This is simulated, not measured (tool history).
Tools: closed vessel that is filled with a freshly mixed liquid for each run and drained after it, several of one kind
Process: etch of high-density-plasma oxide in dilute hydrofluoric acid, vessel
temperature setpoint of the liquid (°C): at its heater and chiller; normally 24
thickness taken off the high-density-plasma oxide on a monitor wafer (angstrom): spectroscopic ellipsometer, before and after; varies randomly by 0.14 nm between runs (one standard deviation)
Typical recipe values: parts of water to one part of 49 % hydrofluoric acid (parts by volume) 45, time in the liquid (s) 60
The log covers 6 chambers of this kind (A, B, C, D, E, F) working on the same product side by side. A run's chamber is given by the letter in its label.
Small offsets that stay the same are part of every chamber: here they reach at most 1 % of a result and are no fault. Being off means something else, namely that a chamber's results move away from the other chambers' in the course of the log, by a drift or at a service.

run	hour	temperature setpoint of the liquid (°C)	parts of water to one part of 49 % hydrofluoric acid (parts by volume)	time in the liquid (s)	hours since the thermometer was replaced	hours since the hydrofluoric acid flow meter was replaced	read-back film thickness of the high-density-plasma oxide reference wafer, read on the same gauge (nm)	thickness taken off the high-density-plasma oxide on a monitor wafer (angstrom)
# hour 1.8: chamber A: hydrofluoric acid flow meter replaced
1B	7.6	24	45	60	76.4	13.6	139.99	160.91
2F	18.9	24	45	60	979.9	834.6	140.04	160.04
3D	32.7	24	45	60	2366.6	162.5	139.97	159.23
4E	48.3	24	45	60	784.5	1129.9	139.97	159.81
5C	57.2	24	45	60	624.9	234.4	140	160.52
6A	72.5	24	45	60	897.7	70.7	139.96	158.53
7B	85.7	26.5	45	60	154.5	91.7	139.98	179.39
8A	94.9	26.5	45	60	920.1	93.1	140	177.74
9D	102.8	26.5	45	60	2436.7	232.6	139.99	179.95
10E	111.1	26.5	45	60	847.3	1192.7	139.96	177.11
11C	120.7	26.5	45	60	688.4	297.9	140.04	177.7
12F	130.7	26.5	45	60	1091.7	946.4	140.01	178.88
13E	145.4	24	45	60	881.6	1227	139.98	160.55
14F	160.3	28.5	55	60	1121.3	976	140.04	154.22
15C	174.5	28.5	55	60	742.2	351.7	139.96	155.53
16B	190.1	28.5	55	60	258.9	196.1	140.02	155.63
17A	203.5	28.5	55	60	1028.7	201.7	140	154.81
18D	211.9	28.5	55	60	2545.8	341.7	139.98	157.38
# hour 216.2: chamber D: thermometer replaced
19A	224.7	28.5	55	60	1049.9	222.9	140	155.92
20C	239.2	24	45	60	806.9	416.4	139.96	165.77
21B	249.9	24	45	60	318.7	255.9	140	163.12
22E	265.9	21.5	45	30	1002.1	1347.5	139.98	72.243
23F	273.3	21.5	45	30	1234.3	1089	140	71.715
24D	283.6	21.5	45	30	67.5	413.4	140.03	73.666
25D	299.5	21.5	45	30	83.4	429.3	139.98	73.034
# hour 304.9: chamber C: thermometer replaced
26B	307.3	21.5	45	30	376.1	313.3	139.97	72.257
27E	322.3	21.5	45	30	1058.5	1403.9	140	71.468
28F	330.5	24	45	60	1291.5	1146.2	140.03	160.31
29C	338.9	24	55	60	34	516.1	140.05	138.5
30A	353.4	24	55	60	1178.6	351.6	140.01	128.44
31B	363	24	55	60	431.8	369	140.02	131.77
32C	377.6	24	55	60	72.7	554.8	139.96	137.62
33F	385.2	24	55	60	1346.2	1200.9	139.96	128.77
34D	400.7	24	55	60	184.6	530.5	139.95	131.66
35E	411.3	24	45	60	1147.5	1492.9	140	160.24
36A	423.2	24	45	60	1248.4	421.4	139.99	159.23
37D	433	24	45	60	216.9	562.8	140.02	158.15
# hour 437.4: chamber F: thermometer replaced
38F	441	24	45	60	3.6	1256.7	140.01	162.6
39E	456.6	24	45	60	1192.8	1538.2	140.01	159.23
40C	466.4	24	45	60	161.5	643.6	139.99	177.14

For the next run the whole fleet of 6 chambers uses the same settings. Give each chamber's results:
41A	477.9	24	45	60				?
41B	477.9	24	45	60				?
41C	477.9	24	45	60				?
41D	477.9	24	45	60				?
41E	477.9	24	45	60				?
41F	477.9	24	45	60				?

run	thickness taken off the high-density-plasma oxide on a monitor wafer (angstrom)
41A	159.35
41B	160.62
41C	177.06
41D	158.55
41E	158.32
41F	159.28
